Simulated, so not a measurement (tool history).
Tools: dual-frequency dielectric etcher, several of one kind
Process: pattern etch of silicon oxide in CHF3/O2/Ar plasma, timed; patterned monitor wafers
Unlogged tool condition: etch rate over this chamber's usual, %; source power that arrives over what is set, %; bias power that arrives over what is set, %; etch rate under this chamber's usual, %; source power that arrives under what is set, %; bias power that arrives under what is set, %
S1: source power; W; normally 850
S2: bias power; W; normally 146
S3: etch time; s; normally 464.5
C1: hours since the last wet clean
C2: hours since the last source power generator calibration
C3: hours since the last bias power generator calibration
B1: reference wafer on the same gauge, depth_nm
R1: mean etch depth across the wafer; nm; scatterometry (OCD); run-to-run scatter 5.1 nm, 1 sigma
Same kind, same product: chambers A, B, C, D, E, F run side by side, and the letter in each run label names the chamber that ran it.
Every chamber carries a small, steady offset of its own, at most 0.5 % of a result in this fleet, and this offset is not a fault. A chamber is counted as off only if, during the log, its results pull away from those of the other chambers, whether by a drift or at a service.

{"run": "1F", "hour": 5.6, "S1": 850, "S2": 146, "S3": 464.5, "C1": 344.9, "C2": 2802.7, "C3": 1788, "B1": 1010.1, "R1": 989.2}
{"run": "2D", "hour": 10.9, "S1": 850, "S2": 146, "S3": 464.5, "C1": 46.9, "C2": 1842.8, "C3": 3323.3, "B1": 1010.6, "R1": 984.34}
{"run": "3C", "hour": 15.3, "S1": 850, "S2": 146, "S3": 464.5, "C1": 347.1, "C2": 689.1, "C3": 1205.3, "B1": 1012.5, "R1": 988.98}
{"run": "4A", "hour": 19.7, "S1": 850, "S2": 146, "S3": 464.5, "C1": 494.7, "C2": 1005.9, "C3": 2329.3, "B1": 1011.4, "R1": 976.54}
{"run": "5B", "hour": 27.7, "S1": 1040, "S2": 165, "S3": 464.5, "C1": 217.4, "C2": 3064.6, "C3": 3091.3, "B1": 1010.7, "R1": 1110.8}
{"run": "6E", "hour": 34.4, "S1": 1040, "S2": 165, "S3": 464.5, "C1": 128.1, "C2": 2311.3, "C3": 537.6, "B1": 1011.1, "R1": 1095.5}
{"run": "7E", "hour": 41.9, "S1": 1040, "S2": 165, "S3": 464.5, "C1": 135.6, "C2": 2318.8, "C3": 545.1, "B1": 1010.8, "R1": 1100}
{"run": "8D", "hour": 47.4, "S1": 1040, "S2": 165, "S3": 464.5, "C1": 83.4, "C2": 1879.3, "C3": 3359.8, "B1": 1011.8, "R1": 1101.8}
{"hour": 47.5, "done": "chamber A: bias power generator calibrated"}
{"run": "9A", "hour": 52.9, "S1": 1040, "S2": 165, "S3": 464.5, "C1": 527.9, "C2": 1039.1, "C3": 5.4, "B1": 1011, "R1": 1094.8}
{"run": "10B", "hour": 57.4, "S1": 1040, "S2": 165, "S3": 464.5, "C1": 247.1, "C2": 3094.3, "C3": 3121, "B1": 1011.4, "R1": 1102.7}
{"run": "11F", "hour": 66.0, "S1": 850, "S2": 160, "S3": 349.5, "C1": 405.3, "C2": 2863.1, "C3": 1848.4, "B1": 1010.2, "R1": 758.55}
{"run": "12C", "hour": 73.8, "S1": 850, "S2": 160, "S3": 349.5, "C1": 405.6, "C2": 747.6, "C3": 1263.8, "B1": 1010, "R1": 764.27}
{"run": "13D", "hour": 78.4, "S1": 850, "S2": 160, "S3": 349.5, "C1": 114.4, "C2": 1910.3, "C3": 3390.8, "B1": 1011.4, "R1": 767.13}
{"run": "14E", "hour": 86.0, "S1": 850, "S2": 160, "S3": 349.5, "C1": 179.7, "C2": 2362.9, "C3": 589.2, "B1": 1011.2, "R1": 752.85}
{"run": "15C", "hour": 92.3, "S1": 850, "S2": 160, "S3": 349.5, "C1": 424.1, "C2": 766.1, "C3": 1282.3, "B1": 1010.8, "R1": 760.86}
{"run": "16F", "hour": 101.6, "S1": 850, "S2": 160, "S3": 349.5, "C1": 440.9, "C2": 2898.7, "C3": 1884, "B1": 1009.7, "R1": 756.2}
{"run": "17B", "hour": 110.1, "S1": 850, "S2": 146, "S3": 464.5, "C1": 299.8, "C2": 3147, "C3": 3173.7, "B1": 1011, "R1": 980.64}
{"run": "18A", "hour": 114.5, "S1": 850, "S2": 146, "S3": 464.5, "C1": 589.5, "C2": 1100.7, "C3": 67, "B1": 1009.8, "R1": 989.94}
{"run": "19F", "hour": 123.7, "S1": 850, "S2": 146, "S3": 464.5, "C1": 463, "C2": 2920.8, "C3": 1906.1, "B1": 1011.8, "R1": 976.34}
{"run": "20C", "hour": 132.1, "S1": 850, "S2": 146, "S3": 464.5, "C1": 463.9, "C2": 805.9, "C3": 1322.1, "B1": 1011, "R1": 983.54}
{"run": "21B", "hour": 137.5, "S1": 850, "S2": 146, "S3": 464.5, "C1": 327.2, "C2": 3174.4, "C3": 3201.1, "B1": 1011.5, "R1": 986}
{"run": "22E", "hour": 147.2, "S1": 850, "S2": 146, "S3": 464.5, "C1": 240.9, "C2": 2424.1, "C3": 650.4, "B1": 1012, "R1": 967.2}
{"run": "23D", "hour": 153.2, "S1": 850, "S2": 146, "S3": 464.5, "C1": 189.2, "C2": 1985.1, "C3": 3465.6, "B1": 1010.6, "R1": 980.43}
{"hour": 157.7, "done": "chamber A: wet clean of the chamber"}
{"run": "24A", "hour": 159.1, "S1": 850, "S2": 146, "S3": 464.5, "C1": 1.5, "C2": 1145.3, "C3": 111.6, "B1": 1010.7, "R1": 984.84}
{"run": "25C", "hour": 166.1, "S1": 850, "S2": 146, "S3": 464.5, "C1": 497.9, "C2": 839.9, "C3": 1356.1, "B1": 1011.7, "R1": 973.84}
{"run": "26E", "hour": 170.4, "S1": 850, "S2": 146, "S3": 464.5, "C1": 264.1, "C2": 2447.3, "C3": 673.6, "B1": 1010.7, "R1": 985.91}
{"run": "27F", "hour": 175.9, "S1": 960, "S2": 146, "S3": 464.5, "C1": 515.2, "C2": 2973, "C3": 1958.3, "B1": 1010.8, "R1": 1030.3}
{"run": "28A", "hour": 181.1, "S1": 960, "S2": 146, "S3": 464.5, "C1": 23.5, "C2": 1167.3, "C3": 133.6, "B1": 1011.7, "R1": 1029.3}
{"run": "29B", "hour": 189.7, "S1": 960, "S2": 146, "S3": 464.5, "C1": 379.4, "C2": 3226.6, "C3": 3253.3, "B1": 1010.2, "R1": 1022.5}
{"hour": 194.4, "done": "chamber D: source power generator calibrated"}
{"run": "30D", "hour": 197.3, "S1": 960, "S2": 146, "S3": 464.5, "C1": 233.3, "C2": 3, "C3": 3509.7, "B1": 1010.7, "R1": 1027.6}
{"run": "31B", "hour": 206.1, "S1": 960, "S2": 146, "S3": 464.5, "C1": 395.8, "C2": 3243, "C3": 3269.7, "B1": 1010.3, "R1": 1013}
{"run": "32A", "hour": 214.3, "S1": 960, "S2": 146, "S3": 464.5, "C1": 56.7, "C2": 1200.5, "C3": 166.8, "B1": 1011.5, "R1": 1034.6}
{"run": "33F", "hour": 222.6, "S1": 850, "S2": 146, "S3": 464.5, "C1": 561.9, "C2": 3019.7, "C3": 2005, "B1": 1010.2, "R1": 986.58}
{"hour": 228.5, "done": "chamber F: wet clean of the chamber"}
{"hour": 228.7, "done": "chamber E: source power generator calibrated"}
{"run": "34C", "hour": 232.2, "S1": 850, "S2": 146, "S3": 464.5, "C1": 564, "C2": 906, "C3": 1422.2, "B1": 1010.9, "R1": 977.02}
{"run": "35D", "hour": 241.3, "S1": 850, "S2": 146, "S3": 464.5, "C1": 277.3, "C2": 47, "C3": 3553.7, "B1": 1011.4, "R1": 986.63}
{"run": "36E", "hour": 248.5, "S1": 850, "S2": 146, "S3": 464.5, "C1": 342.2, "C2": 19.9, "C3": 751.7, "B1": 1012.4, "R1": 975.45}
{"run": "37F", "hour": 257.1, "S1": 850, "S2": 111, "S3": 388.5, "C1": 28.7, "C2": 3054.2, "C3": 2039.5, "B1": 1011.4, "R1": 761.55}

All 6 chambers run these settings next. Forecast each chamber's results:
{"run": "38A", "hour": 264.1, "S1": 660, "S2": 146, "S3": 464.5, "R1": "?"}
{"run": "38B", "hour": 264.1, "S1": 660, "S2": 146, "S3": 464.5, "R1": "?"}
{"run": "38C", "hour": 264.1, "S1": 660, "S2": 146, "S3": 464.5, "R1": "?"}
{"run": "38D", "hour": 264.1, "S1": 660, "S2": 146, "S3": 464.5, "R1": "?"}
{"run": "38E", "hour": 264.1, "S1": 660, "S2": 146, "S3": 464.5, "R1": "?"}
{"run": "38F", "hour": 264.1, "S1": 660, "S2": 146, "S3": 464.5, "R1": "?"}

run=38A R1=900.86
run=38B R1=860.92
run=38C R1=889.14
run=38D R1=891.24
run=38E R1=891.07
run=38F R1=882.71
